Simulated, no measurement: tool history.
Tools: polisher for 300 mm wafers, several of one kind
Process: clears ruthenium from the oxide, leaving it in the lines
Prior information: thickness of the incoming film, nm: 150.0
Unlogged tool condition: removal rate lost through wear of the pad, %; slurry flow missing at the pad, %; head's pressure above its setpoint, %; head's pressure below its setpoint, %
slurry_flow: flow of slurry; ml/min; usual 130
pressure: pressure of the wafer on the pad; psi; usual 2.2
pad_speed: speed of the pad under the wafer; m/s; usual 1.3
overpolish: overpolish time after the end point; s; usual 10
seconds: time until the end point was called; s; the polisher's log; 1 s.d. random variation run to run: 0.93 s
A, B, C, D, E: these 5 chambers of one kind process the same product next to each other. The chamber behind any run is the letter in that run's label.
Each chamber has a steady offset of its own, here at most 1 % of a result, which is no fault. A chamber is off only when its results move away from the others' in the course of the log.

run,hour,slurry_flow,pressure,pad_speed,overpolish,wafers polished on this pad,hours since the slurry nozzle was cleaned,hours since the head pressure was calibrated,seconds
1B,9.5,130,2.2,1.3,10,569,201.8,424.2,87.041
2E,17.7,130,2.2,1.3,10,481,269.9,26.5,89.804
# hour 20.4: chamber B: worn pad replaced by a new one
# hour 22.7: chamber A: worn pad replaced by a new one
3A,23.1,130,2.2,1.3,10,3,358,541.7,85.628
4D,31.4,130,2.2,1.3,10,277,538.2,786.9,87.336
5C,42.9,130,1.4,1.3,10,504,551.6,445.9,133.18
6D,50.4,130,1.4,1.3,10,422,557.2,805.9,137.88
7E,56.7,130,1.4,1.3,10,780,308.9,65.5,134.51
8C,63.1,130,1.4,1.3,10,658,571.8,466.1,135.6
9A,71.1,130,1.4,1.3,10,371,406,589.7,135.18
10B,80.2,130,2.2,1.3,10,459,272.5,494.9,86.616
# hour 80.3: chamber E: worn pad replaced by a new one
# hour 84.6: chamber A: worn pad replaced by a new one
11C,86.2,130,2.2,1.3,10,836,594.9,489.2,86.531
# hour 89: chamber D: head pressure recalibrated
# hour 89.7: chamber D: worn pad replaced by a new one
# hour 92.1: chamber C: worn pad replaced by a new one
12D,92.7,130,2.2,1.3,10,23,599.5,3.7,87.07
# hour 93.3: chamber C: slurry nozzle cleaned
13A,98,130,2.2,1.3,10,103,432.9,616.6,86.986
14B,104.8,130,2.2,1.3,10,647,297.1,519.5,87.128
15E,112.2,130,2.2,1.3,10,244,364.4,121,87.262
16C,122.4,130,2.2,1.3,10,232,29.1,525.4,87.492
# hour 122.6: chamber B: worn pad replaced by a new one
17D,127.5,130,2.2,1.3,16,290,634.3,38.5,88.315
18A,135.8,130,2.2,1.3,16,392,470.7,654.4,87.699
19E,142.8,130,2.2,1.3,16,479,395,151.6,88.837
# hour 143.9: chamber A: worn pad replaced by a new one
20B,150.9,130,2.2,1.3,16,217,343.2,565.6,85.462
21E,156.2,130,2.2,1.3,16,582,408.4,165,88.671
22B,164.3,130,2.2,1.3,14,320,356.6,579,85.066
# hour 165.8: chamber D: worn pad replaced by a new one
# hour 167.8: chamber B: head pressure recalibrated
# hour 172.5: chamber D: slurry nozzle cleaned
23A,174,130,2.2,1.3,14,231,508.9,692.6,91.277
# hour 178.2: chamber C: worn pad replaced by a new one
24C,179.2,130,2.2,1.3,14,7,85.9,582.2,88.824
25D,190,130,2.2,1.3,14,185,17.6,101,87.615
26D,197.2,130,2.2,1.3,14,241,24.8,108.2,86.464
27C,203.9,130,2.2,1.3,10,197,110.6,606.9,89.058
# hour 211.2: chamber A: worn pad replaced by a new one
28E,212.3,130,2.2,1.3,10,1012,464.5,221.1,87.059
# hour 212.5: chamber E: worn pad replaced by a new one
# hour 219.2: chamber B: worn pad replaced by a new one
29A,220.7,130,2.2,1.3,10,73,555.6,739.3,91.235
# hour 222.9: chamber E: slurry nozzle cleaned
30B,231.8,130,2.2,1.3,10,97,424.1,64,86.562
31A,238.1,130,2.2,0.86,10,206,573,756.7,140.36
# hour 241.7: chamber D: worn pad replaced by a new one
32D,248.6,130,2.2,0.86,10,53,76.2,159.6,133.32
33E,256.4,130,2.2,0.86,10,337,33.6,265.2,131.76
# hour 266: chamber C: worn pad replaced by a new one
34C,267.3,130,2.2,0.86,10,10,174,670.3,131.11
# hour 273.4: chamber A: worn pad replaced by a new one
35B,278.6,130,2.2,0.86,10,455,470.9,110.8,130.3
36A,284.7,130,2.2,1.3,10,86,619.6,803.3,96.088
37E,294.8,130,2.2,1.3,10,631,72,303.6,87.548

All 5 chambers run these settings next. Forecast each chamber's results:
38A,303.1,130,2.2,1.3,10,,,,?
38B,303.1,130,2.2,1.3,10,,,,?
38C,303.1,130,2.2,1.3,10,,,,?
38D,303.1,130,2.2,1.3,10,,,,?
38E,303.1,130,2.2,1.3,10,,,,?

run,seconds
38A,98.202
38B,86.546
38C,87.669
38D,86.999
38E,88.22
